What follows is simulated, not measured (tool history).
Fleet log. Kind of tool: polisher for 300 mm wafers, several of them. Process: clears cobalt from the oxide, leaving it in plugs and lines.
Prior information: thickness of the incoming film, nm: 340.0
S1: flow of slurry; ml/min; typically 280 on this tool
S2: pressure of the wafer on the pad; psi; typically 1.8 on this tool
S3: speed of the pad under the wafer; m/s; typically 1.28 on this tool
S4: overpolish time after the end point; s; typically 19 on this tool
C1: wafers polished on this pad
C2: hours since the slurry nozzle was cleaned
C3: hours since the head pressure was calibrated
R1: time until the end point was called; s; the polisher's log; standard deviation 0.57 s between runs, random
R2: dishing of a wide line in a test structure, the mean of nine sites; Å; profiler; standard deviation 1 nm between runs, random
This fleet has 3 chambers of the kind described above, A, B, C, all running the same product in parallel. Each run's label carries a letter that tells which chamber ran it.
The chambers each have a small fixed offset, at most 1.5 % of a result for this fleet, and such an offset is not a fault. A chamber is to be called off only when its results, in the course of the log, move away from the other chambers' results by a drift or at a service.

Run 1B, hour 3.9: usual settings; C1 887; C2 151.2; C3 515.2. Result: R1 53.015 s, R2 560.25 Å.
Run 2A, hour 8.5: usual settings; C1 1289; C2 372.0; C3 632.8. Result: R1 52.930 s, R2 552.86 Å.
Run 3C, hour 12.0: usual settings; C1 465; C2 227.2; C3 521.6. Result: R1 52.100 s, R2 563.64 Å.
At hour 14.4: chamber B: worn pad replaced by a new one.
Run 4A, hour 16.4: usual settings; C1 1379; C2 379.9; C3 640.7. Result: R1 53.212 s, R2 563.97 Å.
At hour 16.8: chamber A: worn pad replaced by a new one.
Run 5B, hour 20.0: usual settings; C1 64; C2 167.3; C3 531.3. Result: R1 53.313 s, R2 570.53 Å.
Run 6C, hour 22.0: usual settings; C1 579; C2 237.2; C3 531.6. Result: R1 53.682 s, R2 571.79 Å.
Run 7B, hour 24.1: usual settings but S3 1.56 m/s; C1 110; C2 171.4; C3 535.4. Result: R1 42.732 s, R2 628.04 Å.
Run 8C, hour 28.1: usual settings but S3 1.56 m/s; C1 648; C2 243.3; C3 537.7. Result: R1 43.296 s, R2 593.63 Å.
At hour 30.4: chamber C: slurry nozzle cleaned.
Run 9A, hour 32.1: usual settings but S3 1.56 m/s; C1 174; C2 395.6; C3 656.4. Result: R1 43.140 s, R2 597.01 Å.
Run 10B, hour 35.1: usual settings; C1 235; C2 182.4; C3 546.4. Result: R1 53.280 s, R2 567.65 Å.
At hour 36.4: chamber C: worn pad replaced by a new one.
Run 11C, hour 39.5: usual settings; C1 35; C2 9.1; C3 549.1. Result: R1 52.990 s, R2 560.85 Å.
Run 12A, hour 43.6: usual settings; C1 304; C2 407.1; C3 667.9. Result: R1 52.833 s, R2 559.95 Å.
Run 13A, hour 46.4: usual settings; C1 336; C2 409.9; C3 670.7. Result: R1 53.070 s, R2 568.10 Å.
Run 14C, hour 48.9: usual settings; C1 142; C2 18.5; C3 558.5. Result: R1 53.897 s, R2 585.37 Å.
Run 15B, hour 53.5: usual settings; C1 444; C2 200.8; C3 564.8. Result: R1 53.609 s, R2 565.57 Å.
Run 16C, hour 57.8: usual settings; C1 243; C2 27.4; C3 567.4. Result: R1 52.678 s, R2 558.53 Å.
Run 17B, hour 60.4: usual settings but S3 1.56 m/s; C1 523; C2 207.7; C3 571.7. Result: R1 43.948 s, R2 600.43 Å.
Run 18A, hour 63.2: usual settings but S3 1.56 m/s; C1 527; C2 426.7; C3 687.5. Result: R1 42.165 s, R2 616.78 Å.
Run 19B, hour 66.0: usual settings but S3 1.56 m/s; C1 586; C2 213.3; C3 577.3. Result: R1 43.310 s, R2 600.30 Å.
Run 20C, hour 69.4: usual settings; C1 374; C2 39.0; C3 579.0. Result: R1 52.608 s, R2 573.90 Å.

Predict what each chamber gives when all 3 of them run the settings below next.
Run 21A, hour 72.7: usual settings but S3 1.60 m/s. Result: R1 ?, R2 ?.
Run 21B, hour 72.7: usual settings but S3 1.60 m/s. Result: R1 ?, R2 ?.
Run 21C, hour 72.7: usual settings but S3 1.60 m/s. Result: R1 ?, R2 ?.

run      R1      R2
21A  42.003  626.22
21B  42.247  631.40
21C  42.999  593.41
